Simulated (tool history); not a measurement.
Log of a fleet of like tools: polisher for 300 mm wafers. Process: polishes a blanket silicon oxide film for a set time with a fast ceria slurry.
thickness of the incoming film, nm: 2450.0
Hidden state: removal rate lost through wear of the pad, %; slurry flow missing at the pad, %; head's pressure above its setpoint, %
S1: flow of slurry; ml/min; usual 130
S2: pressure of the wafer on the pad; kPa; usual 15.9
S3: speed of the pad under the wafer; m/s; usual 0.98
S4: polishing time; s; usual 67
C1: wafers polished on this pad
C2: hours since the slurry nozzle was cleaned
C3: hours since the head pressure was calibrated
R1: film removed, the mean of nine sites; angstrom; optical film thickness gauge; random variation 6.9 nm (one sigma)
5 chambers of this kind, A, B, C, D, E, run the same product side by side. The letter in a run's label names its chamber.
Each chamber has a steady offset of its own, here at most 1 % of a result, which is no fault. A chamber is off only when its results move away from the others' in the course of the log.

run   hour   S1    S2    S3  S4    C1     C2     C3      R1
 1D    3.2  130  15.9  0.98  67   858  392.1  135.7  6956.2
       6.5  -- chamber D: worn pad replaced by a new one
 2E    6.6  130  15.9  0.98  67   778  188.5  850.4    6988
 3A   10.7  130  15.9  0.98  67   706  192.6  213.1  7030.1
 4C   12.6  130  15.9  0.98  67   188  104.3   17.5  6917.6
 5B   15.5  130  15.9  0.98  67   466  969.5    852  6917.6
 6A   17.8  130  15.9  0.98  67   786  199.7  220.2  6992.2
 7E   20.7  130  15.9  0.98  87   935  202.6  864.5  8891.5
 8D   22.7  130  15.9  0.98  87   181  411.6  155.2  9213.4
      24.4  -- chamber B: slurry nozzle cleaned
      24.8  -- chamber D: slurry nozzle cleaned
 9B   26.1  130  15.9  0.98  87   585    1.8  862.6  8790.2
      26.3  -- chamber A: worn pad replaced by a new one
10C   30.6  130  15.9  0.98  87   389  122.3   35.5  9144.4
11E     35  130  15.9  0.98  87  1095  216.9  878.8  8868.4
12C   38.8  155  15.9  0.98  83   481  130.5   43.7  8919.4
      42.3  -- chamber B: worn pad replaced by a new one
13B   42.5  155  15.9  0.98  83     2   18.2    879  8771.7
14D   45.1  155  15.9  0.98  83   432   20.4  177.6  9058.9
15A   48.9  155  15.9  0.98  83   252  230.8  251.3    8973
16E   51.2  155  15.9  0.98  83  1276  233.1    895  8823.3
17D   54.3  145  15.9  0.98  67   535   29.6  186.8  7199.5
18C   57.1  145  15.9  0.98  67   685  148.8     62  7184.1
19A   61.3  145  15.9  0.98  67   391  243.2  263.7  7013.7
20B   63.4  145  15.9  0.98  67   236   39.1  899.9  7083.9
21C   65.4  145  15.9  0.98  67   778  157.1   70.3    7148
22B   67.8  130  15.9  0.98  67   285   43.5  904.3  6935.6
23E   71.8  130  15.9  0.98  67  1506  253.7  915.6    6704
24A   75.1  130  15.9  0.98  67   545    257  277.5  6802.2
25D   77.2  130  15.9  0.98  67   791   52.5  209.7  7028.1
26E   79.4  130  14.5  0.98  56  1591  261.3  923.2  5106.8
      80.6  -- chamber D: worn pad replaced by a new one
27A   82.1  130  14.5  0.98  56   623    264  284.5  5259.3
      82.4  -- chamber C: worn pad replaced by a new one
28D   86.2  130  14.5  0.98  56    63   61.5  218.7  5357.6
29C   89.5  130  14.5  0.98  56    80  181.2   94.4  5303.1
30B   93.7  130  14.5  0.98  56   574   69.4  930.2    5312
31B   97.9  130  15.9  0.98  67   621   73.6  934.4  6985.8
32A   99.8  130  15.9  0.98  67   821  281.7  302.2  6929.7
33E  103.1  130  15.9  0.98  67  1856    285  946.9  6470.5
34D  105.5  130  15.9  0.98  67   279   80.8    238  7104.2
35C  108.2  130  15.9  0.98  67   289  199.9  113.1  6977.1
36C  111.3  130  15.9  0.98  67   323    203  116.2  7019.1
37D  115.2  130  15.9  0.98  67   387   90.5  247.7  7021.2
38B  119.2  130  15.9  0.98  67   859   94.9  955.7  6864.1
     122.6  -- chamber B: worn pad replaced by a new one
39A  123.1  130  15.9  0.98  67  1082    305  325.5  6857.3
     124.1  -- chamber A: worn pad replaced by a new one
40E  126.7  130  15.9  0.98  67  2120  308.6  970.5  6504.6
41A    129  130  17.9  0.98  67    55  310.9  331.4  7810.8
42B  132.8  130  17.9  0.98  67   114  108.5  969.3  7940.7
43E  135.7  130  17.9  0.98  67  2221  317.6  979.5  7309.6

What goes on in this fleet: one chamber off, a drifting gauge, or nothing beyond the chambers' own small offsets? Name the chamber and the cause, if any.

Chamber E drifts away from the others.
Cause: removal rate lost through wear of the pad, % = 7.8.
The log may not tell that from: slurry flow missing at the pad, %; head's pressure below its setpoint, %.

Here are 4 candidates for chamber E's next run, each the usual settings with a change, their results left as question marks. Which one brings its results back in line with what the others give on the usual settings?
In line means no further than this from the other chambers' mean on the usual settings: R1 240 angstrom
44E-1  138.9  130  15.9  0.98  66               ?
44E-2  138.9  130  14.5  0.98  67               ?
44E-3  138.9  130  17.2  0.98  67               ?
44E-4  138.9  130  15.9     1  67               ?

The other chambers' mean on the usual settings: R1 6979.3 angstrom
  run      R1
44E-1  6310.8
44E-2  5850.4
44E-3  6962.5
44E-4  6535.9
44E-3 brings the chamber back in line.
